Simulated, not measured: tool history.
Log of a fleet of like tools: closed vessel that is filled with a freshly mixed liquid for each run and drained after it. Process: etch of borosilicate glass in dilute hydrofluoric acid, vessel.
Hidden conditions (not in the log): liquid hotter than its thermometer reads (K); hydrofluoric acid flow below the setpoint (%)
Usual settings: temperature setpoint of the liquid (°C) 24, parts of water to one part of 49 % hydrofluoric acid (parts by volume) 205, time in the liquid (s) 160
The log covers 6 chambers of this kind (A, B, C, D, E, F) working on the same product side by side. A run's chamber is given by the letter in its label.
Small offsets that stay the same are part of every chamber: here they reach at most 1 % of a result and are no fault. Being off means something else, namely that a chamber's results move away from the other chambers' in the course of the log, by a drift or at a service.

run	hour	temperature setpoint of the liquid (°C)	parts of water to one part of 49 % hydrofluoric acid (parts by volume)	time in the liquid (s)	hours since the thermometer was replaced	hours since the hydrofluoric acid flow meter was replaced	read-back film thickness of the borosilicate glass reference wafer, read on the same gauge (nm)	thickness taken off the borosilicate glass on a monitor wafer (Å)
1E	7.4	24	205	160	1389	2000.3	140	226.65
2B	19.2	24	205	160	488.3	1878.2	140.01	224.37
3A	25.8	24	205	160	2383.7	890.2	139.98	228.58
4F	36.6	24	205	160	1258.7	1057.2	140.03	229.27
5C	44.3	24	205	160	427.9	1381.8	139.99	222.68
6D	53.6	24	205	160	1148.8	701.7	140.01	221.79
7E	62.5	24	205	160	1444.1	2055.4	140.02	225.57
8F	75.9	24	205	160	1298	1096.5	140.01	225.3
9C	88.3	24	205	160	471.9	1425.8	139.99	225.43
# hour 96.1: chamber A: thermometer replaced
10A	99.5	24	205	160	3.4	963.9	139.99	224.91
# hour 108.2: chamber E: hydrofluoric acid flow meter replaced
11D	112.3	24	205	160	1207.5	760.4	140.03	222.3
12B	124	24	205	160	593.1	1983	140.03	222.83
13D	133.8	24	205	105	1229	781.9	140.01	146.28
14C	144.2	24	205	105	527.8	1481.7	140.02	146.57
15E	152.6	24	205	105	1534.2	44.5	140.02	148.12
16F	159.2	24	205	105	1381.3	1179.8	139.99	147.49
# hour 164.5: chamber B: hydrofluoric acid flow meter replaced
17B	171	24	205	105	640.1	6.6	140.01	146.7
18A	182.1	24	205	105	86	1046.5	140	147.68
19A	193.1	24	205	160	97	1057.5	140	229.1
20B	199.9	24	205	160	669	35.5	140.01	227.7
21D	212.9	24	205	160	1308.1	861	140.01	223.5
22F	224.6	24	265	125	1446.7	1245.2	140.01	127.78
23C	236.9	24	265	125	620.5	1574.4	139.99	123.74
24E	245.9	24	265	125	1627.5	137.8	140.01	124.69
25D	253.1	24	265	125	1348.3	901.2	140	129.02
26A	263.1	24	265	125	167	1127.5	140.01	127.68
27F	274.2	24	265	125	1496.3	1294.8	139.99	127.75
28E	282.8	24	205	160	1664.4	174.7	139.98	224.81
29B	292.4	24	300	130	761.5	128	140.01	114.94
30C	302.1	24	300	130	685.7	1639.6	140	108.28
31C	315.1	24	300	130	698.7	1652.6	140.02	107.44
32A	321.4	24	300	130	225.3	1185.8	139.96	111.97
33B	329.3	24	300	130	798.4	164.9	139.99	115.21
34D	337.5	24	300	130	1432.7	985.6	140	112.89
35E	350	24	205	160	1731.6	241.9	139.98	225.63
36F	364.2	28.5	205	220	1586.3	1384.8	139.99	361.81
37D	375.8	28.5	205	220	1471	1023.9	139.99	365.21
38E	384.1	28.5	205	220	1765.7	276	140	357.07
39B	396.4	28.5	205	220	865.5	232	140	363.75
40A	410.3	28.5	205	220	314.2	1274.7	139.99	368.57
41C	422.6	28.5	205	220	806.2	1760.1	140	344.64
42F	431.5	24	205	160	1653.6	1452.1	140.01	225.34
43F	445	24	205	160	1667.1	1465.6	139.98	226.58

All chambers now run identical settings, listed one chamber a line with results as question marks. What results will each chamber show?
44A	455.2	24	205	220				?
44B	455.2	24	205	220				?
44C	455.2	24	205	220				?
44D	455.2	24	205	220				?
44E	455.2	24	205	220				?
44F	455.2	24	205	220				?

run	thickness taken off the borosilicate glass on a monitor wafer (Å)
44A	309.74
44B	310.7
44C	290.07
44D	311.49
44E	311.23
44F	309.23
